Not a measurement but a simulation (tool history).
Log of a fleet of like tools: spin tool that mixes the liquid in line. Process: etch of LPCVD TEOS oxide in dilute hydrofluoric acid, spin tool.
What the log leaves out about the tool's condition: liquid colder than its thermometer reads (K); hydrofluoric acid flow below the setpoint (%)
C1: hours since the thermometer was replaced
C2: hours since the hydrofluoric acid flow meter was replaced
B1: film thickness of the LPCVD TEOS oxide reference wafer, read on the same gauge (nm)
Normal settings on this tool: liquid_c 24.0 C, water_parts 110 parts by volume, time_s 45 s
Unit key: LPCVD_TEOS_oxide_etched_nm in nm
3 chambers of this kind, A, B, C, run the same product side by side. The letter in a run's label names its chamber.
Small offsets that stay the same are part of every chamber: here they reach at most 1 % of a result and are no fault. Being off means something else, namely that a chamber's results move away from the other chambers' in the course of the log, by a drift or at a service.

{"run": "1C", "hour": 4.7, "liquid_c": 24.0, "water_parts": 110, "time_s": 45, "C1": 1445.2, "C2": 640.2, "B1": 99.982, "LPCVD_TEOS_oxide_etched_nm": 7.602}
{"run": "2A", "hour": 8.4, "liquid_c": 24.0, "water_parts": 110, "time_s": 45, "C1": 452.7, "C2": 308.9, "B1": 99.982, "LPCVD_TEOS_oxide_etched_nm": 7.3923}
{"hour": 12.7, "done": "chamber C: hydrofluoric acid flow meter replaced"}
{"run": "3B", "hour": 12.8, "liquid_c": 24.0, "water_parts": 110, "time_s": 45, "C1": 426.0, "C2": 235.8, "B1": 100.0, "LPCVD_TEOS_oxide_etched_nm": 7.5836}
{"run": "4C", "hour": 17.5, "liquid_c": 24.0, "water_parts": 110, "time_s": 45, "C1": 1458.0, "C2": 4.8, "B1": 100.0, "LPCVD_TEOS_oxide_etched_nm": 7.7339}
{"run": "5B", "hour": 20.3, "liquid_c": 24.0, "water_parts": 110, "time_s": 45, "C1": 433.5, "C2": 243.3, "B1": 100.0, "LPCVD_TEOS_oxide_etched_nm": 7.866}
{"run": "6A", "hour": 23.8, "liquid_c": 24.0, "water_parts": 140, "time_s": 70, "C1": 468.1, "C2": 324.3, "B1": 100.01, "LPCVD_TEOS_oxide_etched_nm": 8.9231}
{"run": "7C", "hour": 27.9, "liquid_c": 24.0, "water_parts": 140, "time_s": 70, "C1": 1468.4, "C2": 15.2, "B1": 100.01, "LPCVD_TEOS_oxide_etched_nm": 9.0166}
{"run": "8B", "hour": 32.4, "liquid_c": 24.0, "water_parts": 140, "time_s": 70, "C1": 445.6, "C2": 255.4, "B1": 100.0, "LPCVD_TEOS_oxide_etched_nm": 9.141}
{"run": "9A", "hour": 35.0, "liquid_c": 24.0, "water_parts": 90, "time_s": 45, "C1": 479.3, "C2": 335.5, "B1": 100.02, "LPCVD_TEOS_oxide_etched_nm": 9.5459}
{"run": "10A", "hour": 38.5, "liquid_c": 24.0, "water_parts": 90, "time_s": 45, "C1": 482.8, "C2": 339.0, "B1": 99.995, "LPCVD_TEOS_oxide_etched_nm": 9.5537}
{"run": "11C", "hour": 42.7, "liquid_c": 24.0, "water_parts": 90, "time_s": 45, "C1": 1483.2, "C2": 30.0, "B1": 99.993, "LPCVD_TEOS_oxide_etched_nm": 9.4977}
{"run": "12B", "hour": 45.6, "liquid_c": 24.0, "water_parts": 110, "time_s": 45, "C1": 458.8, "C2": 268.6, "B1": 99.992, "LPCVD_TEOS_oxide_etched_nm": 7.6735}
{"run": "13B", "hour": 48.3, "liquid_c": 24.0, "water_parts": 110, "time_s": 45, "C1": 461.5, "C2": 271.3, "B1": 100.02, "LPCVD_TEOS_oxide_etched_nm": 7.5637}
{"run": "14A", "hour": 51.8, "liquid_c": 24.0, "water_parts": 110, "time_s": 45, "C1": 496.1, "C2": 352.3, "B1": 99.998, "LPCVD_TEOS_oxide_etched_nm": 7.6571}
{"run": "15C", "hour": 54.7, "liquid_c": 29.0, "water_parts": 160, "time_s": 45, "C1": 1495.2, "C2": 42.0, "B1": 100.01, "LPCVD_TEOS_oxide_etched_nm": 5.8626}
{"run": "16A", "hour": 60.0, "liquid_c": 29.0, "water_parts": 160, "time_s": 45, "C1": 504.3, "C2": 360.5, "B1": 100.0, "LPCVD_TEOS_oxide_etched_nm": 5.9242}
{"run": "17B", "hour": 63.7, "liquid_c": 29.0, "water_parts": 160, "time_s": 45, "C1": 476.9, "C2": 286.7, "B1": 99.998, "LPCVD_TEOS_oxide_etched_nm": 6.0237}
{"run": "18C", "hour": 66.1, "liquid_c": 24.0, "water_parts": 110, "time_s": 45, "C1": 1506.6, "C2": 53.4, "B1": 100.01, "LPCVD_TEOS_oxide_etched_nm": 7.6858}
{"run": "19B", "hour": 71.2, "liquid_c": 24.0, "water_parts": 110, "time_s": 45, "C1": 484.4, "C2": 294.2, "B1": 99.978, "LPCVD_TEOS_oxide_etched_nm": 7.5813}
{"run": "20A", "hour": 73.7, "liquid_c": 24.0, "water_parts": 110, "time_s": 45, "C1": 518.0, "C2": 374.2, "B1": 100.0, "LPCVD_TEOS_oxide_etched_nm": 7.6405}
{"run": "21C", "hour": 78.4, "liquid_c": 24.0, "water_parts": 110, "time_s": 45, "C1": 1518.9, "C2": 65.7, "B1": 99.994, "LPCVD_TEOS_oxide_etched_nm": 7.5884}
{"run": "22B", "hour": 81.2, "liquid_c": 24.0, "water_parts": 110, "time_s": 45, "C1": 494.4, "C2": 304.2, "B1": 100.0, "LPCVD_TEOS_oxide_etched_nm": 7.489}
{"run": "23A", "hour": 84.5, "liquid_c": 24.0, "water_parts": 110, "time_s": 45, "C1": 528.8, "C2": 385.0, "B1": 99.999, "LPCVD_TEOS_oxide_etched_nm": 7.5826}
{"run": "24C", "hour": 88.8, "liquid_c": 24.0, "water_parts": 110, "time_s": 45, "C1": 1529.3, "C2": 76.1, "B1": 100.01, "LPCVD_TEOS_oxide_etched_nm": 7.5924}
{"run": "25A", "hour": 92.7, "liquid_c": 24.0, "water_parts": 110, "time_s": 45, "C1": 537.0, "C2": 393.2, "B1": 99.999, "LPCVD_TEOS_oxide_etched_nm": 7.6112}
{"run": "26C", "hour": 95.8, "liquid_c": 24.0, "water_parts": 110, "time_s": 45, "C1": 1536.3, "C2": 83.1, "B1": 99.988, "LPCVD_TEOS_oxide_etched_nm": 7.6258}
{"run": "27B", "hour": 99.3, "liquid_c": 24.0, "water_parts": 110, "time_s": 45, "C1": 512.5, "C2": 322.3, "B1": 99.993, "LPCVD_TEOS_oxide_etched_nm": 7.5267}
{"run": "28C", "hour": 104.4, "liquid_c": 24.0, "water_parts": 110, "time_s": 45, "C1": 1544.9, "C2": 91.7, "B1": 99.995, "LPCVD_TEOS_oxide_etched_nm": 7.5569}
{"run": "29B", "hour": 108.0, "liquid_c": 24.0, "water_parts": 110, "time_s": 45, "C1": 521.2, "C2": 331.0, "B1": 99.991, "LPCVD_TEOS_oxide_etched_nm": 7.4578}
{"run": "30A", "hour": 113.0, "liquid_c": 26.5, "water_parts": 110, "time_s": 25, "C1": 557.3, "C2": 413.5, "B1": 99.993, "LPCVD_TEOS_oxide_etched_nm": 4.6135}
{"run": "31C", "hour": 117.4, "liquid_c": 26.5, "water_parts": 110, "time_s": 25, "C1": 1557.9, "C2": 104.7, "B1": 99.996, "LPCVD_TEOS_oxide_etched_nm": 4.6417}
{"run": "32A", "hour": 122.0, "liquid_c": 26.5, "water_parts": 110, "time_s": 25, "C1": 566.3, "C2": 422.5, "B1": 100.0, "LPCVD_TEOS_oxide_etched_nm": 4.6653}
{"run": "33B", "hour": 126.0, "liquid_c": 28.0, "water_parts": 110, "time_s": 65, "C1": 539.2, "C2": 349.0, "B1": 99.994, "LPCVD_TEOS_oxide_etched_nm": 12.4}
{"run": "34C", "hour": 129.7, "liquid_c": 28.0, "water_parts": 110, "time_s": 65, "C1": 1570.2, "C2": 117.0, "B1": 100.0, "LPCVD_TEOS_oxide_etched_nm": 12.932}
{"run": "35A", "hour": 134.4, "liquid_c": 28.0, "water_parts": 110, "time_s": 65, "C1": 578.7, "C2": 434.9, "B1": 100.01, "LPCVD_TEOS_oxide_etched_nm": 12.896}
{"run": "36B", "hour": 136.7, "liquid_c": 24.0, "water_parts": 110, "time_s": 45, "C1": 549.9, "C2": 359.7, "B1": 99.989, "LPCVD_TEOS_oxide_etched_nm": 7.3141}
{"run": "37C", "hour": 141.8, "liquid_c": 24.0, "water_parts": 110, "time_s": 45, "C1": 1582.3, "C2": 129.1, "B1": 99.999, "LPCVD_TEOS_oxide_etched_nm": 7.5725}
{"run": "38B", "hour": 145.6, "liquid_c": 24.0, "water_parts": 110, "time_s": 45, "C1": 558.8, "C2": 368.6, "B1": 100.01, "LPCVD_TEOS_oxide_etched_nm": 7.3779}
{"run": "39A", "hour": 149.8, "liquid_c": 24.0, "water_parts": 110, "time_s": 45, "C1": 594.1, "C2": 450.3, "B1": 100.0, "LPCVD_TEOS_oxide_etched_nm": 7.4354}
{"run": "40C", "hour": 153.8, "liquid_c": 28.5, "water_parts": 110, "time_s": 45, "C1": 1594.3, "C2": 141.1, "B1": 100.01, "LPCVD_TEOS_oxide_etched_nm": 9.1257}
{"run": "41B", "hour": 157.1, "liquid_c": 28.5, "water_parts": 110, "time_s": 45, "C1": 570.3, "C2": 380.1, "B1": 100.01, "LPCVD_TEOS_oxide_etched_nm": 8.5876}

For the next run the whole fleet of 3 chambers uses the same settings. Give each chamber's results:
{"run": "42A", "hour": 161.0, "liquid_c": 24.0, "water_parts": 60, "time_s": 45, "LPCVD_TEOS_oxide_etched_nm": "?"}
{"run": "42B", "hour": 161.0, "liquid_c": 24.0, "water_parts": 60, "time_s": 45, "LPCVD_TEOS_oxide_etched_nm": "?"}
{"run": "42C", "hour": 161.0, "liquid_c": 24.0, "water_parts": 60, "time_s": 45, "LPCVD_TEOS_oxide_etched_nm": "?"}

run=42A LPCVD_TEOS_oxide_etched_nm=14.8840
run=42B LPCVD_TEOS_oxide_etched_nm=14.0720
run=42C LPCVD_TEOS_oxide_etched_nm=14.9690
